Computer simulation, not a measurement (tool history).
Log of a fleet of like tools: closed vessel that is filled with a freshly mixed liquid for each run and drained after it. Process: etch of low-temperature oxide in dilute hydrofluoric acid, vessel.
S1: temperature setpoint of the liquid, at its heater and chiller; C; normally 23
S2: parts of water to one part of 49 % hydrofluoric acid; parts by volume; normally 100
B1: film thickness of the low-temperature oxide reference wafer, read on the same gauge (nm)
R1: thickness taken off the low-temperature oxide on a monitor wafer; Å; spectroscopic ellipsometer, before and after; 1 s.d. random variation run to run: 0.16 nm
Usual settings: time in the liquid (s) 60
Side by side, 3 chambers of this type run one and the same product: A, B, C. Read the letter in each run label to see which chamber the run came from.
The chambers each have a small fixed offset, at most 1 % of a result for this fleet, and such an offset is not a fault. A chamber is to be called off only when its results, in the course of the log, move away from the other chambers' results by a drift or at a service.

{"run": "1A", "hour": 8.8, "S1": 23, "S2": 100, "time in the liquid (s)": 60, "B1": 29.981, "R1": 190.84}
{"run": "2C", "hour": 17.1, "S1": 23, "S2": 100, "time in the liquid (s)": 60, "B1": 29.997, "R1": 189.05}
{"run": "3B", "hour": 22.9, "S1": 23, "S2": 100, "time in the liquid (s)": 60, "B1": 29.967, "R1": 189.39}
{"run": "4B", "hour": 33.0, "S1": 23, "S2": 100, "time in the liquid (s)": 60, "B1": 29.987, "R1": 191.25}
{"run": "5C", "hour": 43.3, "S1": 23, "S2": 100, "time in the liquid (s)": 60, "B1": 29.99, "R1": 191.29}
{"run": "6A", "hour": 52.7, "S1": 23, "S2": 100, "time in the liquid (s)": 60, "B1": 29.997, "R1": 192.25}
{"run": "7B", "hour": 61.1, "S1": 23, "S2": 100, "time in the liquid (s)": 60, "B1": 29.996, "R1": 192.02}
{"run": "8A", "hour": 69.8, "S1": 23, "S2": 100, "time in the liquid (s)": 60, "B1": 29.979, "R1": 189.22}
{"run": "9C", "hour": 79.7, "S1": 23, "S2": 100, "time in the liquid (s)": 60, "B1": 30.016, "R1": 189.44}
{"run": "10C", "hour": 85.3, "S1": 23, "S2": 120, "time in the liquid (s)": 35, "B1": 30.016, "R1": 91.322}
{"run": "11A", "hour": 90.5, "S1": 23, "S2": 120, "time in the liquid (s)": 35, "B1": 29.964, "R1": 89.663}
{"run": "12B", "hour": 96.2, "S1": 23, "S2": 120, "time in the liquid (s)": 35, "B1": 29.995, "R1": 92.166}
{"run": "13C", "hour": 103.2, "S1": 23, "S2": 55, "time in the liquid (s)": 60, "B1": 30.013, "R1": 363.31}
{"run": "14A", "hour": 114.4, "S1": 23, "S2": 55, "time in the liquid (s)": 60, "B1": 30.018, "R1": 360.61}
{"run": "15B", "hour": 124.3, "S1": 23, "S2": 55, "time in the liquid (s)": 60, "B1": 30.003, "R1": 372.43}
{"run": "16C", "hour": 134.5, "S1": 23, "S2": 100, "time in the liquid (s)": 60, "B1": 30.01, "R1": 190.17}
{"hour": 137.0, "done": "chamber C: thermometer replaced"}
{"run": "17B", "hour": 142.4, "S1": 27.5, "S2": 100, "time in the liquid (s)": 60, "B1": 29.989, "R1": 236.24}
{"run": "18A", "hour": 151.1, "S1": 27.5, "S2": 100, "time in the liquid (s)": 60, "B1": 30.002, "R1": 225.37}
{"run": "19A", "hour": 159.7, "S1": 27.5, "S2": 100, "time in the liquid (s)": 60, "B1": 29.993, "R1": 225.92}
{"run": "20B", "hour": 166.5, "S1": 23, "S2": 100, "time in the liquid (s)": 60, "B1": 30.005, "R1": 200.27}
{"run": "21C", "hour": 173.3, "S1": 23, "S2": 100, "time in the liquid (s)": 85, "B1": 30.007, "R1": 275.65}
{"run": "22A", "hour": 179.9, "S1": 23, "S2": 100, "time in the liquid (s)": 85, "B1": 30.004, "R1": 272.67}
{"run": "23B", "hour": 187.5, "S1": 23, "S2": 100, "time in the liquid (s)": 85, "B1": 30.025, "R1": 279.45}
{"run": "24C", "hour": 194.0, "S1": 23, "S2": 100, "time in the liquid (s)": 60, "B1": 29.992, "R1": 190.45}
{"run": "25C", "hour": 202.3, "S1": 23, "S2": 100, "time in the liquid (s)": 60, "B1": 30.016, "R1": 190.82}
{"run": "26A", "hour": 208.5, "S1": 23, "S2": 100, "time in the liquid (s)": 60, "B1": 30.017, "R1": 190.59}
{"run": "27B", "hour": 217.8, "S1": 23, "S2": 100, "time in the liquid (s)": 60, "B1": 29.981, "R1": 204.34}
{"run": "28A", "hour": 228.2, "S1": 23, "S2": 100, "time in the liquid (s)": 60, "B1": 29.998, "R1": 190.48}
{"run": "29C", "hour": 238.4, "S1": 23, "S2": 100, "time in the liquid (s)": 60, "B1": 29.997, "R1": 191.11}
{"run": "30B", "hour": 248.5, "S1": 23, "S2": 100, "time in the liquid (s)": 60, "B1": 30.017, "R1": 203.69}
{"run": "31A", "hour": 258.0, "S1": 23, "S2": 100, "time in the liquid (s)": 60, "B1": 29.958, "R1": 189.99}
{"run": "32C", "hour": 267.8, "S1": 23, "S2": 100, "time in the liquid (s)": 60, "B1": 29.998, "R1": 191.4}
{"run": "33B", "hour": 273.9, "S1": 23, "S2": 100, "time in the liquid (s)": 60, "B1": 29.998, "R1": 206.96}
{"run": "34A", "hour": 278.8, "S1": 23, "S2": 100, "time in the liquid (s)": 60, "B1": 29.984, "R1": 189.13}
{"run": "35B", "hour": 285.0, "S1": 23, "S2": 100, "time in the liquid (s)": 40, "B1": 30.036, "R1": 137}

All chambers now run identical settings, listed one chamber a line with results as question marks. What results will each chamber show?
{"run": "36A", "hour": 293.1, "S1": 25, "S2": 100, "time in the liquid (s)": 60, "R1": "?"}
{"run": "36B", "hour": 293.1, "S1": 25, "S2": 100, "time in the liquid (s)": 60, "R1": "?"}
{"run": "36C", "hour": 293.1, "S1": 25, "S2": 100, "time in the liquid (s)": 60, "R1": "?"}

run=36A R1=206.91
run=36B R1=218.89
run=36C R1=205.33

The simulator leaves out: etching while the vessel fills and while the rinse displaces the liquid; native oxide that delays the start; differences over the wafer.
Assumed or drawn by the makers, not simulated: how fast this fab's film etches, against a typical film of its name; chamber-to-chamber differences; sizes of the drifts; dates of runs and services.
